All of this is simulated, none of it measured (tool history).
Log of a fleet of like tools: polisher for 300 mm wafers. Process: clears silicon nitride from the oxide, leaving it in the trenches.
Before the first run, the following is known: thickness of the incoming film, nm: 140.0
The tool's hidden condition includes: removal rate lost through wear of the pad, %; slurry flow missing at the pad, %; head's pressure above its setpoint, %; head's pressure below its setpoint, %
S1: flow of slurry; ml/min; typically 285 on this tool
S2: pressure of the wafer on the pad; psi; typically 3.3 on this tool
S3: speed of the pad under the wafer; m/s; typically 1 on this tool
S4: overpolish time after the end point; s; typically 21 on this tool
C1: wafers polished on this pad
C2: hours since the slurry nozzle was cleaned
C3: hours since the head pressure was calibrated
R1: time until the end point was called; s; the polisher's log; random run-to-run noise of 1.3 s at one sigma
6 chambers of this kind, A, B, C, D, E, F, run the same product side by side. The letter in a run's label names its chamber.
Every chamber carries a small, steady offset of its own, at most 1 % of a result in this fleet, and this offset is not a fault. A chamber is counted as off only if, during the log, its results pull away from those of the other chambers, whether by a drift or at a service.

run,day,S1,S2,S3,S4,C1,C2,C3,R1
1C,0.175,285,3.3,1,21,152,110.3,33.7,123.39
# day 0.292: chamber B: slurry nozzle cleaned
2A,0.338,285,3.3,1,21,82,106.2,1066.8,121.29
3E,0.55,285,3.3,1,21,442,174.6,1374,122.56
# day 0.683: chamber B: worn pad replaced by a new one
4F,0.775,285,3.3,1,21,402,123.4,84.1,120.52
# day 0.954: chamber E: worn pad replaced by a new one
5D,0.983,285,3.3,1,21,440,82.2,566,122.61
# day 1.175: chamber A: head pressure recalibrated
6B,1.212,285,3.3,1,21,75,22.1,212.6,120.72
7E,1.342,285,3.3,1,21,55,193.6,1393,121.21
8F,1.504,285,3.3,1,21,506,140.9,101.6,122.53
9A,1.65,285,3.3,1,21,270,137.7,11.5,122.67
10D,1.883,225,3.3,1,21,568,103.8,587.6,125.67
11C,2.108,225,3.3,1,21,428,156.7,80.1,128.06
12B,2.275,225,3.3,1,21,227,47.6,238.1,125.06
# day 2.292: chamber F: worn pad replaced by a new one
13A,2.392,225,3.3,1,21,376,155.5,29.3,126.42
14D,2.575,225,3.3,1,21,667,120.4,604.2,125.7
15C,2.742,225,3.3,1,21,519,171.9,95.3,127.14
16F,2.867,285,3.3,1,21,82,173.6,134.3,121.34
17B,3.058,285,3.3,1.24,21,339,66.4,256.9,98.655
18E,3.196,285,3.3,1.24,21,320,238.1,1437.5,101.23
19F,3.338,285,3.3,1.24,21,149,184.9,145.6,95.962
20C,3.45,285,3.3,1.24,21,620,188.9,112.3,99.637
# day 3.517: chamber D: worn pad replaced by a new one
21E,3.662,285,3.3,1.24,21,387,249.3,1448.7,98.185
22D,3.879,285,3.3,1.24,21,51,151.7,635.5,98.635
23A,4.008,285,3.3,1,21,606,194.3,68.1,123.92
# day 4.046: chamber E: slurry nozzle cleaned
# day 4.208: chamber E: head pressure recalibrated
24B,4.242,285,3.3,1,21,508,94.8,285.3,123.03
# day 4.254: chamber A: worn pad replaced by a new one
# day 4.371: chamber C: worn pad replaced by a new one
25A,4.417,285,2.6,1,21,23,204.1,77.9,154.08
26F,4.525,285,2.6,1,21,319,213.4,174.1,153.58
27C,4.75,285,2.6,1,21,54,220.1,143.5,156.53
# day 4.838: chamber E: worn pad replaced by a new one
28D,4.921,285,2.6,1,21,200,176.7,660.5,158.24
# day 5.033: chamber F: slurry nozzle cleaned
29E,5.088,285,2.6,1,21,35,25,21.1,169.17
30B,5.2,285,2.6,1,21,645,117.8,308.3,156.37
31F,5.388,285,2.3,1,9,442,8.6,194.8,174
32C,5.571,285,2.3,1,9,171,239.8,163.2,176.95
33E,5.746,285,2.3,1,9,129,40.8,36.9,189.68
34A,5.979,285,2.3,1,9,246,241.6,115.4,176.7
35D,6.167,285,2.3,1,9,378,206.6,690.4,176.41
36B,6.279,285,2.3,1,9,799,143.7,334.2,175.76
37F,6.467,285,3.3,1,21,596,34.5,220.7,119.71
38A,6.675,285,3.3,1,21,345,258.3,132.1,121.95
39E,6.817,285,3.3,1,21,282,66.5,62.6,135.25
40D,6.946,330,3.3,1,21,489,225.3,709.1,121.69
41B,7.138,330,3.3,1,21,922,164.3,354.8,122.29
42C,7.333,330,3.3,1,21,423,282.1,205.5,119.79
43C,7.558,330,3.3,1,21,455,287.5,210.9,121.75

Next, every chamber runs the same settings. What will each give?
44A,7.729,285,3.3,1,21,,,,?
44B,7.729,285,3.3,1,21,,,,?
44C,7.729,285,3.3,1,21,,,,?
44D,7.729,285,3.3,1,21,,,,?
44E,7.729,285,3.3,1,21,,,,?
44F,7.729,285,3.3,1,21,,,,?

run,R1
44A,122.86
44B,122.89
44C,125.32
44D,123.1
44E,134.59
44F,120.96
